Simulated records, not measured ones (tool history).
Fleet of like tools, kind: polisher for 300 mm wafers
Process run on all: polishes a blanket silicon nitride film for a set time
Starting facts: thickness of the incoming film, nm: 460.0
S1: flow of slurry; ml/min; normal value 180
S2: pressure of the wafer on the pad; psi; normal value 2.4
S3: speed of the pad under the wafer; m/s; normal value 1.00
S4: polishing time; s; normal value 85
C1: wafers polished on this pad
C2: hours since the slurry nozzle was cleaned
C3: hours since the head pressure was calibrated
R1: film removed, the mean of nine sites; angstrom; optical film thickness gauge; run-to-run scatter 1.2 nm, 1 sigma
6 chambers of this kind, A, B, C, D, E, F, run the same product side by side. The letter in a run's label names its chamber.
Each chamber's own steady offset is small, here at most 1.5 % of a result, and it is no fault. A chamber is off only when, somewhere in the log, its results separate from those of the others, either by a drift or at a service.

Run 1A, day 0.358: usual settings; C1 861; C2 254.1; C3 284.6. Result: R1 986.53 angstrom.
At day 0.571: chamber A: worn pad replaced by a new one.
Run 2E, day 0.925: usual settings; C1 1156; C2 212.8; C3 887.3. Result: R1 965.47 angstrom.
At day 1.125: chamber B: worn pad replaced by a new one.
Run 3C, day 1.283: usual settings; C1 748; C2 210.7; C3 281.6. Result: R1 948.10 angstrom.
At day 1.392: chamber E: worn pad replaced by a new one.
Run 4F, day 1.662: usual settings; C1 652; C2 206.9; C3 529.4. Result: R1 973.17 angstrom.
Run 5D, day 2.050: usual settings but S2 1.6 psi; C1 486; C2 241.9; C3 831.5. Result: R1 633.82 angstrom.
Run 6B, day 2.625: usual settings but S2 1.6 psi; C1 305; C2 762.8; C3 273.3. Result: R1 636.06 angstrom.
Run 7B, day 3.029: usual settings but S2 1.6 psi; C1 387; C2 772.5; C3 283.0. Result: R1 625.56 angstrom.
At day 3.438: chamber D: worn pad replaced by a new one.
Run 8F, day 3.550: usual settings but S2 1.6 psi; C1 1036; C2 252.2; C3 574.7. Result: R1 649.39 angstrom.
Run 9C, day 4.033: usual settings but S2 1.6 psi; C1 1307; C2 276.7; C3 347.6. Result: R1 640.93 angstrom.
At day 4.067: chamber C: worn pad replaced by a new one.
At day 4.129: chamber A: worn pad replaced by a new one.
At day 4.233: chamber F: worn pad replaced by a new one.
Run 10D, day 4.504: usual settings but S2 1.6 psi; C1 217; C2 300.8; C3 890.4. Result: R1 631.85 angstrom.
At day 4.583: chamber B: slurry nozzle cleaned.
Run 11E, day 4.954: usual settings; C1 724; C2 309.5; C3 984.0. Result: R1 967.16 angstrom.
Run 12A, day 5.471: usual settings; C1 273; C2 376.8; C3 407.3. Result: R1 958.68 angstrom.
At day 5.758: chamber B: worn pad replaced by a new one.
Run 13E, day 5.838: usual settings; C1 904; C2 330.7; C3 1005.2. Result: R1 978.27 angstrom.
At day 6.225: chamber C: slurry nozzle cleaned.
Run 14F, day 6.421: usual settings but S1 150 ml/min; C1 445; C2 321.1; C3 643.6. Result: R1 933.09 angstrom.
At day 6.842: chamber B: head pressure recalibrated.
Run 15A, day 6.917: usual settings but S1 150 ml/min; C1 567; C2 411.5; C3 442.0. Result: R1 956.09 angstrom.
At day 6.988: chamber D: worn pad replaced by a new one.
At day 7.092: chamber E: head pressure recalibrated.
Run 16B, day 7.242: usual settings but S1 150 ml/min; C1 302; C2 63.9; C3 9.6. Result: R1 935.88 angstrom.
Run 17D, day 7.600: usual settings but S1 150 ml/min; C1 124; C2 375.1; C3 964.7. Result: R1 917.71 angstrom.
Run 18C, day 8.033: usual settings but S1 150 ml/min; C1 806; C2 43.5; C3 443.6. Result: R1 923.52 angstrom.
At day 8.142: chamber E: worn pad replaced by a new one.
At day 8.150: chamber A: worn pad replaced by a new one.
Run 19C, day 8.408: usual settings but S1 150 ml/min; C1 883; C2 52.5; C3 452.6. Result: R1 913.51 angstrom.
Run 20A, day 8.721: usual settings but S4 97 s; C1 116; C2 454.8; C3 485.3. Result: R1 1116.60 angstrom.
Run 21E, day 9.179: usual settings but S4 97 s; C1 211; C2 410.9; C3 50.2. Result: R1 1082.80 angstrom.
At day 9.617: chamber F: worn pad replaced by a new one.
Run 22D, day 9.617: usual settings but S4 97 s; C1 534; C2 423.5; C3 1013.1. Result: R1 1094.60 angstrom.
Run 23F, day 9.975: usual settings but S4 97 s; C1 73; C2 406.4; C3 728.9. Result: R1 1085.90 angstrom.
At day 10.042: chamber F: head pressure recalibrated.
Run 24B, day 10.408: usual settings but S4 97 s; C1 946; C2 139.9; C3 85.6. Result: R1 1079.80 angstrom.
At day 10.471: chamber D: worn pad replaced by a new one.
At day 10.771: chamber B: worn pad replaced by a new one.
At day 10.783: chamber C: worn pad replaced by a new one.
Run 25E, day 10.800: usual settings but S4 97 s; C1 541; C2 449.8; C3 89.1. Result: R1 1112.70 angstrom.
At day 10.825: chamber E: slurry nozzle cleaned.
Run 26A, day 11.308: usual settings; C1 643; C2 516.9; C3 547.4. Result: R1 966.52 angstrom.
Run 27D, day 11.567: usual settings; C1 223; C2 470.3; C3 1059.9. Result: R1 951.69 angstrom.
At day 12.062: chamber A: worn pad replaced by a new one.
Run 28B, day 12.096: usual settings; C1 270; C2 180.4; C3 126.1. Result: R1 970.15 angstrom.
Run 29C, day 12.471: usual settings but S2 2.1 psi, S3 0.68 m/s; C1 344; C2 150.0; C3 550.1. Result: R1 614.86 angstrom.
Run 30F, day 12.962: usual settings but S2 2.1 psi, S3 0.68 m/s; C1 680; C2 478.1; C3 70.2. Result: R1 552.68 angstrom.
Run 31A, day 13.242: usual settings but S2 2.1 psi, S3 0.68 m/s; C1 240; C2 563.3; C3 593.8. Result: R1 629.07 angstrom.
Run 32C, day 13.612: usual settings but S2 2.1 psi, S3 0.68 m/s; C1 576; C2 177.4; C3 577.5. Result: R1 630.54 angstrom.
Run 33D, day 13.896: usual settings but S2 2.1 psi, S3 0.68 m/s; C1 696; C2 526.2; C3 1115.8. Result: R1 606.27 angstrom.
Run 34E, day 14.333: usual settings but S2 2.1 psi, S3 0.68 m/s; C1 1260; C2 84.3; C3 173.9. Result: R1 626.68 angstrom.
Run 35B, day 14.721: usual settings; C1 804; C2 243.4; C3 189.1. Result: R1 960.64 angstrom.
At day 14.896: chamber B: worn pad replaced by a new one.
At day 14.971: chamber E: worn pad replaced by a new one.
Run 36F, day 14.983: usual settings; C1 1091; C2 526.6; C3 118.7. Result: R1 875.71 angstrom.
Run 37F, day 15.446: usual settings; C1 1186; C2 537.7; C3 129.8. Result: R1 866.88 angstrom.
Run 38E, day 15.988: usual settings; C1 207; C2 124.0; C3 213.6. Result: R1 963.16 angstrom.
At day 16.117: chamber C: worn pad replaced by a new one.
Run 39B, day 16.317: usual settings; C1 289; C2 281.7; C3 227.4. Result: R1 961.34 angstrom.
At day 16.442: chamber A: worn pad replaced by a new one.
Run 40C, day 16.746: usual settings; C1 128; C2 252.6; C3 652.7. Result: R1 958.37 angstrom.
Run 41A, day 17.262: usual settings; C1 167; C2 659.8; C3 690.3. Result: R1 984.06 angstrom.

Is one chamber off against the others, does the gauge drift, or is nothing wrong? If a chamber is off, say which, and what the likeliest cause is.

After it was serviced, chamber F no longer matches the other chambers.
Cause: head's pressure below its setpoint, % = 10.3.

Which of the 4 candidates below, each the usual settings with something changed and its results left as question marks, puts chamber F back in line with what the other chambers give on the usual settings?
In-line tolerance around the mean of the other chambers on the usual settings: R1 41.00 angstrom
Run 42F-1, day 17.692: usual settings but S4 104 s. Result: R1 ?.
Run 42F-2, day 17.692: usual settings but S2 2.5 psi, S4 90 s. Result: R1 ?.
Run 42F-3, day 17.692: usual settings but S2 2.2 psi, S3 0.94 m/s, S4 79 s. Result: R1 ?.
Run 42F-4, day 17.692: usual settings but S4 76 s. Result: R1 ?.

Mean of the other chambers on the usual settings: R1 960.28 angstrom
  run       R1
42F-1  1054.40
42F-2   950.31
42F-3   698.46
42F-4   770.52
42F-2 brings the chamber back in line.
